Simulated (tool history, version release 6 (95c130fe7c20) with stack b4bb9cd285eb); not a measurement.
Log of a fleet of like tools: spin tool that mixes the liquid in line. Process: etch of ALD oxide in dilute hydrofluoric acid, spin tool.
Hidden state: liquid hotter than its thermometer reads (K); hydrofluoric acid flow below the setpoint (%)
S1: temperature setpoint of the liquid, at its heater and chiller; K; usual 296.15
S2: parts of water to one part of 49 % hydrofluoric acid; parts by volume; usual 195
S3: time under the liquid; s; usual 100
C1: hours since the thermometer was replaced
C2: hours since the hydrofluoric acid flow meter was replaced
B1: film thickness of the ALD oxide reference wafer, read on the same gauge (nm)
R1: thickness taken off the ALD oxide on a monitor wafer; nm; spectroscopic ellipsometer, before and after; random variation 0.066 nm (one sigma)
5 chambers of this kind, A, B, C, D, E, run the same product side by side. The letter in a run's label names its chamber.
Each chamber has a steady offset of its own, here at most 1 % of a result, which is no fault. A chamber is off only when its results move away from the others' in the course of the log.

| run | hour | S1 | S2 | S3 | C1 | C2 | B1 | R1 |
|---|---|---|---|---|---|---|---|---|
| 1B | 7.1 | 296.15 | 195 | 100 | 603.5 | 193.0 | 140.00 | 10.1810 |
| 2E | 15.3 | 296.15 | 195 | 100 | 166.2 | 703.1 | 140.01 | 10.1570 |
| 3A | 27.6 | 296.15 | 195 | 100 | 1891.0 | 286.1 | 140.01 | 9.9972 |
| 4D | 37.3 | 296.15 | 195 | 100 | 1421.6 | 978.6 | 140.04 | 10.2640 |
| 5C | 49.2 | 296.15 | 195 | 100 | 2210.0 | 748.0 | 140.01 | 10.0940 |
| 6A | 63.2 | 296.15 | 195 | 100 | 1926.6 | 321.7 | 140.00 | 10.1240 |
| 7E | 72.4 | 300.15 | 245 | 100 | 223.3 | 760.2 | 140.00 | 8.9316 |
| 8B | 80.1 | 300.15 | 245 | 100 | 676.5 | 266.0 | 140.04 | 8.7813 |
| 9D | 92.4 | 300.15 | 245 | 100 | 1476.7 | 1033.7 | 140.00 | 8.9031 |
| 10C | 104.8 | 300.15 | 245 | 100 | 2265.6 | 803.6 | 140.04 | 8.8721 |
| 11A | 112.1 | 300.15 | 245 | 100 | 1975.5 | 370.6 | 139.99 | 8.7655 |
| 12E | 119.6 | 296.15 | 195 | 100 | 270.5 | 807.4 | 139.97 | 10.1740 |
| 13C | 128.0 | 296.15 | 195 | 100 | 2288.8 | 826.8 | 139.98 | 10.1390 |
| 14D | 140.5 | 296.15 | 195 | 100 | 1524.8 | 1081.8 | 140.00 | 10.3030 |
| 15B | 154.7 | 296.15 | 195 | 100 | 751.1 | 340.6 | 140.02 | 10.2420 |
| 16C | 168.8 | 296.15 | 195 | 100 | 2329.6 | 867.6 | 140.01 | 10.0700 |
| 17D | 180.2 | 296.15 | 195 | 100 | 1564.5 | 1121.5 | 140.01 | 10.2110 |
|  | 181.9 | chamber D: thermometer replaced |
| 18B | 191.5 | 296.15 | 195 | 100 | 787.9 | 377.4 | 140.00 | 10.0990 |
| 19A | 200.3 | 296.15 | 195 | 100 | 2063.7 | 458.8 | 140.01 | 10.1850 |
| 20E | 213.3 | 296.15 | 195 | 100 | 364.2 | 901.1 | 140.04 | 10.2400 |
|  | 217.1 | chamber D: hydrofluoric acid flow meter replaced |
| 21B | 221.1 | 296.15 | 195 | 100 | 817.5 | 407.0 | 139.96 | 10.1970 |
| 22E | 235.3 | 296.15 | 195 | 100 | 386.2 | 923.1 | 140.00 | 10.1350 |
| 23D | 249.0 | 296.15 | 195 | 100 | 67.1 | 32.0 | 140.02 | 10.1050 |
| 24A | 263.9 | 296.15 | 195 | 100 | 2127.3 | 522.4 | 140.03 | 10.0180 |
| 25C | 270.5 | 296.15 | 195 | 100 | 2431.3 | 969.3 | 139.94 | 10.0390 |
| 26A | 284.4 | 296.15 | 195 | 100 | 2147.8 | 542.9 | 139.97 | 10.0730 |
| 27E | 296.1 | 296.15 | 125 | 100 | 447.0 | 983.9 | 139.98 | 17.2540 |
|  | 301.9 | chamber A: thermometer replaced |
| 28D | 304.5 | 296.15 | 125 | 100 | 122.6 | 87.5 | 139.98 | 17.2400 |
|  | 311.1 | chamber E: hydrofluoric acid flow meter replaced |
| 29C | 316.8 | 296.15 | 125 | 100 | 2477.6 | 1015.6 | 139.98 | 16.3880 |
| 30B | 325.5 | 296.15 | 125 | 100 | 921.9 | 511.4 | 140.02 | 17.1290 |
| 31A | 336.6 | 296.15 | 125 | 100 | 34.7 | 595.1 | 140.02 | 17.0330 |
| 32E | 344.2 | 296.15 | 195 | 100 | 495.1 | 33.2 | 140.00 | 10.3230 |
| 33C | 356.5 | 296.15 | 195 | 100 | 2517.3 | 1055.3 | 139.95 | 9.6288 |
| 34D | 364.4 | 296.15 | 195 | 100 | 182.5 | 147.4 | 139.97 | 10.1050 |
| 35B | 371.8 | 296.15 | 195 | 100 | 968.2 | 557.7 | 139.97 | 10.1310 |
| 36D | 383.1 | 296.15 | 145 | 130 | 201.2 | 166.1 | 139.97 | 18.8270 |
| 37C | 395.5 | 296.15 | 145 | 130 | 2556.3 | 1094.3 | 140.01 | 17.8500 |
| 38B | 405.4 | 296.15 | 145 | 130 | 1001.8 | 591.3 | 140.02 | 18.7780 |
| 39E | 417.4 | 296.15 | 145 | 130 | 568.3 | 106.4 | 139.98 | 18.9050 |
| 40A | 426.0 | 296.15 | 145 | 130 | 124.1 | 684.5 | 140.00 | 18.5810 |
| 41E | 438.0 | 296.15 | 195 | 100 | 588.9 | 127.0 | 140.02 | 10.2000 |
| 42B | 452.7 | 296.15 | 195 | 100 | 1049.1 | 638.6 | 139.99 | 10.0620 |

What goes on in this fleet: one chamber off, a drifting gauge, or nothing beyond the chambers' own small offsets? Name the chamber and the cause, if any.

Chamber C drifts away from the others.
Cause: hydrofluoric acid flow below the setpoint (%) = 5.57.
The log may not tell that from: liquid colder than its thermometer reads (K).

Here are 4 candidates for chamber C's next run, each the usual settings with a change, their results left as question marks. Which one brings its results back in line with what the others give on the usual settings?
In line means no further than this from the other chambers' mean on the usual settings: R1 0.2300 nm
| 43C-1 | 463.5 | 295.65 | 220 | 100 |  |  |  | ? |
| 43C-2 | 463.5 | 296.15 | 200 | 95 |  |  |  | ? |
| 43C-3 | 463.5 | 296.65 | 195 | 115 |  |  |  | ? |
| 43C-4 | 463.5 | 296.15 | 190 | 105 |  |  |  | ? |

The other chambers' mean on the usual settings: R1 10.1570 nm
| run | R1 |
|---|---|
| 43C-1 | 7.9902 |
| 43C-2 | 8.6952 |
| 43C-3 | 11.0640 |
| 43C-4 | 10.2310 |
43C-4 brings the chamber back in line.
